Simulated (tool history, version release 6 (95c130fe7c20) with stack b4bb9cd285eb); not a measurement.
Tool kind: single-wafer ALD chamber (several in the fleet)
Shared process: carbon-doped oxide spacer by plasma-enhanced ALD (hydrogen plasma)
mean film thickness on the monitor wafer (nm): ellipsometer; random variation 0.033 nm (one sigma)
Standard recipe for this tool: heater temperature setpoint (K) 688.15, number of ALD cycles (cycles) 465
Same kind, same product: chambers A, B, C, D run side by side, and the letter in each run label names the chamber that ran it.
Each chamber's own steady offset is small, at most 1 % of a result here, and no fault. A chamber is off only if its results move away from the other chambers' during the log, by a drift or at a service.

run   hour  heater temperature setpoint (K)  number of ALD cycles (cycles)  hours since the last thermocouple change  read-back reference wafer on the same gauge, thickness_nm  mean film thickness on the monitor wafer (nm)
 1D    4.6                           688.15                            465                                    1345.6                                                     20.797                                         22.285
 2A   10.3                           688.15                            465                                     753.2                                                     20.805                                         22.150
 3B   15.0                           688.15                            465                                      16.6                                                     20.809                                         22.388
 4C   21.2                           688.15                            465                                      40.4                                                     20.805                                         22.117
 5A   26.2                           688.15                            465                                     769.1                                                     20.824                                         22.139
 6C   31.3                           688.15                            465                                      50.5                                                     20.810                                         22.165
 7B   35.8                           688.15                            465                                      37.4                                                     20.815                                         22.387
 8D   43.4                           694.15                            465                                    1384.4                                                     20.829                                         21.832
 9B   52.7                           694.15                            465                                      54.3                                                     20.823                                         21.983
10C   57.2                           694.15                            465                                      76.4                                                     20.827                                         21.704
11D   66.7                           694.15                            465                                    1407.7                                                     20.828                                         21.872
12A   72.0                           688.15                            465                                     814.9                                                     20.839                                         22.110
13A   81.6                           688.15                            465                                     824.5                                                     20.838                                         22.108
14C   87.2                           688.15                            465                                     106.4                                                     20.834                                         22.134
15D   96.7                           688.15                            465                                    1437.7                                                     20.846                                         22.358
16B  102.5                           688.15                            465                                     104.1                                                     20.846                                         22.435
17B  110.0                           688.15                            465                                     111.6                                                     20.851                                         22.396
18D  119.3                           688.15                            465                                    1460.3                                                     20.855                                         22.315
19A  127.1                           688.15                            465                                     870.0                                                     20.858                                         22.214
20C  133.3                           688.15                            465                                     152.5                                                     20.860                                         22.184
21D  138.9                           688.15                            465                                    1479.9                                                     20.868                                         22.323
22B  146.0                           696.15                            511                                     147.6                                                     20.871                                         24.127
23A  151.8                           696.15                            511                                     894.7                                                     20.868                                         23.734
24C  158.5                           696.15                            511                                     177.7                                                     20.875                                         23.830
25A  165.3                           696.15                            511                                     908.2                                                     20.882                                         23.740
26D  174.9                           688.15                            465                                    1515.9                                                     20.873                                         22.331
27C  181.7                           688.15                            465                                     200.9                                                     20.892                                         22.165
28B  190.5                           688.15                            465                                     192.1                                                     20.882                                         22.466
29C  199.3                           681.15                            521                                     218.5                                                     20.892                                         25.416
30A  207.4                           681.15                            521                                     950.3                                                     20.901                                         25.463
31B  213.2                           681.15                            521                                     214.8                                                     20.899                                         25.705
32D  222.4                           681.15                            521                                    1563.4                                                     20.915                                         25.633
33B  228.4                           688.15                            465                                     230.0                                                     20.907                                         22.516
34C  233.2                           688.15                            465                                     252.4                                                     20.924                                         22.278
35A  241.9                           688.15                            465                                     984.8                                                     20.917                                         22.278
36D  247.3                           688.15                            465                                    1588.3                                                     20.913                                         22.318
37D  252.1                           688.15                            465                                    1593.1                                                     20.916                                         22.355
38A  260.0                           688.15                            430                                    1002.9                                                     20.930                                         20.600
39C  266.1                           688.15                            430                                     285.3                                                     20.919                                         20.525

Predict what each chamber gives when all 4 of them run the settings below next.
40A  273.3                           688.15                            386                                                                                                                                                   ?
40B  273.3                           688.15                            386                                                                                                                                                   ?
40C  273.3                           688.15                            386                                                                                                                                                   ?
40D  273.3                           688.15                            386                                                                                                                                                   ?

run  mean film thickness on the monitor wafer (nm)
40A                                         18.519
40B                                         18.730
40C                                         18.402
40D                                         18.592

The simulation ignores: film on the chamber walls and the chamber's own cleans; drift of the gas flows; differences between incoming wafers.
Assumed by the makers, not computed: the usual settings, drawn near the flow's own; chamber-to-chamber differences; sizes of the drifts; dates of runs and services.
